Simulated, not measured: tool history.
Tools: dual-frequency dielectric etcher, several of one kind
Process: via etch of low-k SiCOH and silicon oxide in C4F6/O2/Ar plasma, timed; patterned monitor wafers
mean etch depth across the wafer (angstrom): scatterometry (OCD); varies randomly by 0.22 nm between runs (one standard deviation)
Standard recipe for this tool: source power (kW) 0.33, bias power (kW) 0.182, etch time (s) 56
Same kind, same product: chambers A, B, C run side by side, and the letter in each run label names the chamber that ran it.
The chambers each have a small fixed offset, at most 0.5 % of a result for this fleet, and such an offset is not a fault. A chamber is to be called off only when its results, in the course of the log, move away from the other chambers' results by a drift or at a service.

run	hour	source power (kW)	bias power (kW)	etch time (s)	hours since the last wet clean	hours since the last source power generator calibration	hours since the last bias power generator calibration	read-back reference wafer on the same gauge, depth_nm	mean etch depth across the wafer (angstrom)
1A	3.1	0.33	0.182	56	43.4	1204.6	2634.5	149.97	1465.3
2C	7.5	0.33	0.182	56	321.7	37.2	1347.6	149.91	1460.1
3B	11.9	0.33	0.182	56	645.7	1689.5	533.2	149.96	1455
4A	17.5	0.33	0.182	56	57.8	1219	2648.9	149.91	1462.8
5C	22.6	0.33	0.182	56	336.8	52.3	1362.7	149.87	1456.8
# hour 26.4: chamber B: wet clean of the chamber
6B	27.5	0.33	0.182	56	1.2	1705.1	548.8	149.81	1451.3
7B	31	0.33	0.182	56	4.7	1708.6	552.3	149.73	1448.7
8A	34.5	0.33	0.182	56	74.8	1236	2665.9	149.76	1460.4
9C	37.9	0.33	0.182	56	352.1	67.6	1378	149.72	1458
10B	41.9	0.4	0.182	62	15.6	1719.5	563.2	149.7	1733.1
11A	47.1	0.4	0.182	62	87.4	1248.6	2678.5	149.69	1739.7
12C	49.9	0.4	0.182	62	364.1	79.6	1390	149.62	1735.9
13C	52.5	0.33	0.182	56	366.7	82.2	1392.6	149.66	1456.2
14B	55.1	0.33	0.182	56	28.8	1732.7	576.4	149.56	1448.4
15A	57.6	0.33	0.222	56	97.9	1259.1	2689	149.57	1558.7
16B	60.4	0.33	0.222	56	34.1	1738	581.7	149.56	1547.6
17A	63.5	0.33	0.222	56	103.8	1265	2694.9	149.56	1557.1
18C	66.6	0.33	0.182	56	380.8	96.3	1406.7	149.56	1452.1
19B	71.9	0.33	0.182	56	45.6	1749.5	593.2	149.53	1452.5
20A	75.7	0.33	0.182	56	116	1277.2	2707.1	149.39	1455.9
21C	78.6	0.33	0.182	56	392.8	108.3	1418.7	149.43	1451.4
22A	83.1	0.33	0.182	56	123.4	1284.6	2714.5	149.45	1454.9
23C	88.4	0.33	0.182	56	402.6	118.1	1428.5	149.4	1449.3
24B	93.7	0.33	0.182	56	67.4	1771.3	615	149.32	1446.1
25A	97.4	0.33	0.182	56	137.7	1298.9	2728.8	149.29	1457.3
26C	101.5	0.33	0.182	56	415.7	131.2	1441.6	149.27	1454
27B	104.7	0.33	0.182	56	78.4	1782.3	626	149.24	1443.5
28B	108.8	0.33	0.182	56	82.5	1786.4	630.1	149.18	1442.1
29C	111.6	0.33	0.182	56	425.8	141.3	1451.7	149.19	1451.6
30A	116.8	0.33	0.182	56	157.1	1318.3	2748.2	149.14	1456
31C	121	0.33	0.182	56	435.2	150.7	1461.1	149.06	1450.3

What goes on in this fleet: one chamber off, a drifting gauge, or nothing beyond the chambers' own small offsets? Name the chamber and the cause, if any.

No chamber is off; the gauge reading every chamber's wafers drifts, which makes the whole fleet appear to move together.
Cause: gauge reads low (%) = 0.612.
